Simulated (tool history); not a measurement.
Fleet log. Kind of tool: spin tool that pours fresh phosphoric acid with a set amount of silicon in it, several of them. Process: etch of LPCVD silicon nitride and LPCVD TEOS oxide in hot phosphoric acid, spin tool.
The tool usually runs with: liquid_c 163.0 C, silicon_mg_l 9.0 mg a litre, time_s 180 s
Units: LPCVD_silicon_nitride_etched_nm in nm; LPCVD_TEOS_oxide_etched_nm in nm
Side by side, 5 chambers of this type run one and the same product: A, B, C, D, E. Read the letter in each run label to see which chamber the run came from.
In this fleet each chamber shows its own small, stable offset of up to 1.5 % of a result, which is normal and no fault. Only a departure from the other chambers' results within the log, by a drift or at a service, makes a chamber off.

| run | day | liquid_c | silicon_mg_l | time_s | read-back film thickness of the LPCVD silicon nitride reference wafer, read on the same gauge (nm) | read-back film thickness of the LPCVD TEOS oxide reference wafer, read on the same gauge (nm) | LPCVD_silicon_nitride_etched_nm | LPCVD_TEOS_oxide_etched_nm |
|---|---|---|---|---|---|---|---|---|
| 1E | 0.221 | 163.0 | 9.0 | 180 | 29.988 | 120.00 | 19.090 | 0.35895 |
| 2D | 0.533 | 163.0 | 9.0 | 180 | 29.990 | 120.01 | 19.151 | 0.36432 |
| 3A | 0.817 | 163.0 | 9.0 | 180 | 29.976 | 119.99 | 19.069 | 0.38706 |
| 4C | 1.208 | 163.0 | 9.0 | 180 | 30.037 | 119.98 | 19.283 | 0.38368 |
| 5B | 1.650 | 163.0 | 9.0 | 180 | 29.929 | 120.02 | 19.380 | 0.40451 |
| 6D | 2.029 | 163.0 | 9.0 | 180 | 29.993 | 119.99 | 19.127 | 0.34410 |
| 7C | 2.504 | 163.0 | 9.0 | 180 | 29.959 | 119.99 | 19.084 | 0.35791 |
| 8A | 2.938 | 163.0 | 9.0 | 180 | 29.987 | 120.00 | 19.220 | 0.30993 |
| 9E | 3.212 | 163.0 | 9.0 | 180 | 30.012 | 120.01 | 19.031 | 0.34423 |
| 10B | 3.475 | 163.0 | 9.0 | 180 | 30.000 | 120.01 | 19.142 | 0.38991 |
| 11D | 3.825 | 163.0 | 9.0 | 180 | 30.014 | 120.01 | 19.312 | 0.38068 |
| 12A | 4.083 | 163.0 | 9.0 | 180 | 30.003 | 120.02 | 19.040 | 0.36889 |
| 13E | 4.462 | 163.0 | 9.0 | 180 | 30.068 | 119.99 | 19.210 | 0.43287 |
| 14C | 4.788 | 163.0 | 9.0 | 180 | 29.996 | 119.99 | 19.166 | 0.35103 |
| 15B | 5.058 | 163.0 | 9.0 | 180 | 29.976 | 120.01 | 19.068 | 0.37360 |
| 16A | 5.388 | 163.0 | 9.0 | 180 | 29.990 | 120.01 | 19.050 | 0.36990 |
| 17E | 5.812 | 163.0 | 9.0 | 180 | 29.992 | 120.00 | 19.341 | 0.35914 |
| 18B | 6.175 | 163.0 | 9.0 | 180 | 30.056 | 120.00 | 19.023 | 0.37697 |
| 19C | 6.471 | 160.5 | 6.0 | 180 | 30.054 | 120.01 | 17.492 | 0.32181 |
| 20D | 6.767 | 160.5 | 6.0 | 180 | 30.039 | 120.00 | 17.622 | 0.34198 |
|  | 7.021 | chamber B: thermometer replaced |
| 21A | 7.083 | 160.5 | 6.0 | 180 | 30.050 | 120.01 | 17.528 | 0.33383 |
| 22D | 7.550 | 160.5 | 6.0 | 180 | 30.020 | 120.01 | 17.699 | 0.29897 |
| 23C | 7.846 | 160.5 | 6.0 | 180 | 30.005 | 120.01 | 17.683 | 0.30419 |
| 24B | 8.083 | 163.0 | 9.0 | 180 | 29.985 | 119.97 | 18.942 | 0.36692 |
| 25E | 8.408 | 163.0 | 9.0 | 180 | 30.043 | 120.00 | 19.236 | 0.32509 |
| 26C | 8.767 | 163.0 | 14.0 | 180 | 30.006 | 120.01 | 19.219 | 0.31906 |
| 27A | 9.254 | 163.0 | 14.0 | 180 | 29.965 | 120.00 | 19.155 | 0.36795 |
| 28E | 9.675 | 163.0 | 14.0 | 180 | 30.011 | 120.01 | 19.137 | 0.34078 |
| 29D | 9.996 | 163.0 | 14.0 | 180 | 29.977 | 120.00 | 19.089 | 0.33139 |
| 30B | 10.408 | 163.0 | 14.0 | 180 | 30.055 | 120.00 | 18.957 | 0.32260 |
| 31C | 10.812 | 163.0 | 9.0 | 180 | 30.035 | 119.98 | 19.039 | 0.39641 |
| 32E | 11.175 | 163.0 | 9.0 | 180 | 30.005 | 120.00 | 19.194 | 0.38675 |
| 33A | 11.454 | 163.0 | 9.0 | 180 | 30.053 | 120.01 | 19.049 | 0.35626 |
| 34D | 11.696 | 163.0 | 9.0 | 180 | 29.989 | 119.99 | 19.119 | 0.35526 |
| 35B | 12.108 | 163.0 | 9.0 | 180 | 30.016 | 120.01 | 19.156 | 0.39975 |
| 36C | 12.458 | 163.0 | 11.5 | 125 | 30.009 | 120.00 | 13.257 | 0.27569 |
| 37D | 12.733 | 163.0 | 11.5 | 125 | 30.008 | 120.00 | 13.212 | 0.21431 |
| 38E | 13.138 | 163.0 | 11.5 | 125 | 30.002 | 120.00 | 13.315 | 0.23579 |
| 39B | 13.446 | 163.0 | 11.5 | 125 | 30.028 | 120.01 | 13.245 | 0.25840 |
| 40A | 13.758 | 163.0 | 11.5 | 125 | 30.037 | 120.00 | 13.309 | 0.21019 |

Next, every chamber runs the same settings. What will each give?
| 41A | 14.112 | 165.0 | 9.0 | 180 |  |  | ? | ? |
| 41B | 14.112 | 165.0 | 9.0 | 180 |  |  | ? | ? |
| 41C | 14.112 | 165.0 | 9.0 | 180 |  |  | ? | ? |
| 41D | 14.112 | 165.0 | 9.0 | 180 |  |  | ? | ? |
| 41E | 14.112 | 165.0 | 9.0 | 180 |  |  | ? | ? |

| run | LPCVD_silicon_nitride_etched_nm | LPCVD_TEOS_oxide_etched_nm |
|---|---|---|
| 41A | 20.353 | 0.43497 |
| 41B | 20.595 | 0.40163 |
| 41C | 20.472 | 0.47816 |
| 41D | 20.338 | 0.47594 |
| 41E | 20.372 | 0.46880 |
